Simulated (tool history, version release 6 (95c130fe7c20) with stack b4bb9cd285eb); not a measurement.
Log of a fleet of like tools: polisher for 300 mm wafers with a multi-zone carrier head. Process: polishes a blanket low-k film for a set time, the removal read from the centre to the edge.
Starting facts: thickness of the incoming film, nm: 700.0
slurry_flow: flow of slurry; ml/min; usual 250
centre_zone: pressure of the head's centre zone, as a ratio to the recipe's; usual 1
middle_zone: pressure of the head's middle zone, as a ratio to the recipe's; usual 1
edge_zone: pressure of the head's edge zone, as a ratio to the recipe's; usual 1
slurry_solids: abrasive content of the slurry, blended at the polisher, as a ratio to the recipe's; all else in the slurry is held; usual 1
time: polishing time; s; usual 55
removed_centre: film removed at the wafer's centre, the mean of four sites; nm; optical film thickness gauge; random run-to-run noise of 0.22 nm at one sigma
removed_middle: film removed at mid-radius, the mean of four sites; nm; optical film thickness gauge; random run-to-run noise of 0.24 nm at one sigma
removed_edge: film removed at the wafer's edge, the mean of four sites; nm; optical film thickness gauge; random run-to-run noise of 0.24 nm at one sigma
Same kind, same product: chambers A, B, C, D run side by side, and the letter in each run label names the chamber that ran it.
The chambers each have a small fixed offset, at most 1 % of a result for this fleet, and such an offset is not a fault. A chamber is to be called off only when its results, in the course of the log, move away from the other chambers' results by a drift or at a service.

run	hour	slurry_flow	centre_zone	middle_zone	edge_zone	slurry_solids	time	wafers polished on this pad	hours since the slurry nozzle was cleaned	hours since the centre zone pressure was calibrated	hours since the edge zone pressure was calibrated	removed_centre	removed_middle	removed_edge
1A	9.2	250	1	1	1	1	55	532	136.3	224.1	162.3	18.827	19.331	19.1
2C	22.3	250	1	1	1	1	55	822	707.6	530.6	604.9	19.113	19.149	18.776
# hour 25.9: chamber B: edge zone pressure recalibrated
# hour 26.3: chamber D: worn pad replaced by a new one
3D	31.9	250	1	1	1	1	55	45	83.2	194.6	1157.4	18.91	18.861	19.21
4B	37.8	250	1	1	1	1	55	306	136.4	230	11.9	18.793	19.152	19.14
# hour 44.5: chamber C: centre zone pressure recalibrated
5B	50	250	1.05	1	1	1	55	404	148.6	242.2	24.1	20.121	19.304	18.981
6A	56.4	250	1.05	1	1	1	55	912	183.5	271.3	209.5	19.995	18.897	19.024
# hour 59.6: chamber C: worn pad replaced by a new one
# hour 59.9: chamber B: worn pad replaced by a new one
# hour 65.2: chamber A: worn pad replaced by a new one
7C	69.4	250	1.05	1	1	1	55	79	754.7	25	652	20.163	19.476	19.285
8D	75.5	250	1.05	1	1	1	55	396	126.8	238.2	1201	19.723	19.147	19.288
9B	82.8	250	1	1	1	1	55	184	181.4	275	56.9	19.045	19.367	18.928
10D	90.6	250	1	1	1	1	55	518	141.9	253.3	1216.1	18.83	18.92	19.032
# hour 96.7: chamber C: slurry nozzle cleaned
11A	102.3	250	1	1	1	1	55	299	229.4	317.2	255.4	19.211	18.73	18.928
12C	111.9	250	1	1	1	1	55	421	15.3	67.5	694.5	19.218	19.467	19.176
# hour 114.3: chamber A: slurry nozzle cleaned
# hour 116.3: chamber B: worn pad replaced by a new one
13C	125.1	250	0.92	1	1	1	70	527	28.5	80.7	707.7	22.502	24.895	23.95
14B	134.8	250	0.92	1	1	1	70	149	233.4	327	108.9	22.148	23.8	24.246
# hour 139: chamber D: centre zone pressure recalibrated
15D	147.7	250	0.92	1	1	1	70	977	199	8.7	1273.2	21.768	24.742	24.762
# hour 150.8: chamber D: worn pad replaced by a new one
16A	156.8	250	0.92	1	1	1	70	737	42.6	371.7	309.9	22.111	24.319	24.88
# hour 165.4: chamber C: edge zone pressure recalibrated
17C	166.5	250	1	1	1	1	55	861	69.9	122.1	1.2	19.108	19.597	18.93
# hour 171.4: chamber A: worn pad replaced by a new one
18D	178.8	250	1	1	1	1	55	225	230.1	39.8	1304.3	19.123	18.646	19.172
# hour 179.1: chamber B: worn pad replaced by a new one
# hour 180.2: chamber A: centre zone pressure recalibrated
19B	191.5	250	1	1	1	1	55	99	290.1	383.7	165.6	18.885	19.093	19.265
20A	198.3	250	1	1	1	1	55	216	84.1	18.2	351.4	17.587	18.857	18.63
# hour 200.4: chamber C: worn pad replaced by a new one
21B	211.5	250	1	1	1	1	55	260	310.1	403.7	185.6	19.3	18.951	18.888
22D	221.7	250	1	1	1	1	55	570	273	82.7	1347.2	19.074	19.173	19.161
23C	228.8	250	1	1	1	1	55	228	132.2	184.4	63.5	19.137	18.997	19.561
24A	235	250	1	1	1	1	45	512	120.8	54.9	388.1	14.587	15.756	15.689
# hour 242.4: chamber B: worn pad replaced by a new one
25B	246.8	250	1	1	1	1	45	36	345.4	439	220.9	15.403	15.453	15.457
26D	256.6	250	1	1	1	1	45	851	307.9	117.6	1382.1	15.642	15.539	15.62
# hour 259: chamber D: worn pad replaced by a new one
27C	267.6	250	1	1	1	1	45	540	171	223.2	102.3	15.623	15.362	15.801
# hour 272.7: chamber A: worn pad replaced by a new one
28A	277	250	1	1	1	1	55	35	162.8	96.9	430.1	17.712	18.969	19.048
29C	283.2	250	1	1	1	1	55	666	186.6	238.8	117.9	19.085	19.165	19.366
# hour 284.7: chamber D: edge zone pressure recalibrated
30A	293.5	250	1	1	1	1	55	167	179.3	113.4	446.6	17.949	19.069	18.636
31D	301.6	250	1	1	1	1	55	343	352.9	162.6	16.9	18.645	19.223	18.996

Next, all 4 chambers run the settings below, one line each with question marks for the results. What does each chamber give?
32A	311.2	250	1	1	1.07	1	55					?	?	?
32B	311.2	250	1	1	1.07	1	55					?	?	?
32C	311.2	250	1	1	1.07	1	55					?	?	?
32D	311.2	250	1	1	1.07	1	55					?	?	?

run	removed_centre	removed_middle	removed_edge
32A	17.512	19.568	19.608
32B	19.389	18.769	19.61
32C	19.184	18.926	19.96
32D	19.292	18.534	19.39
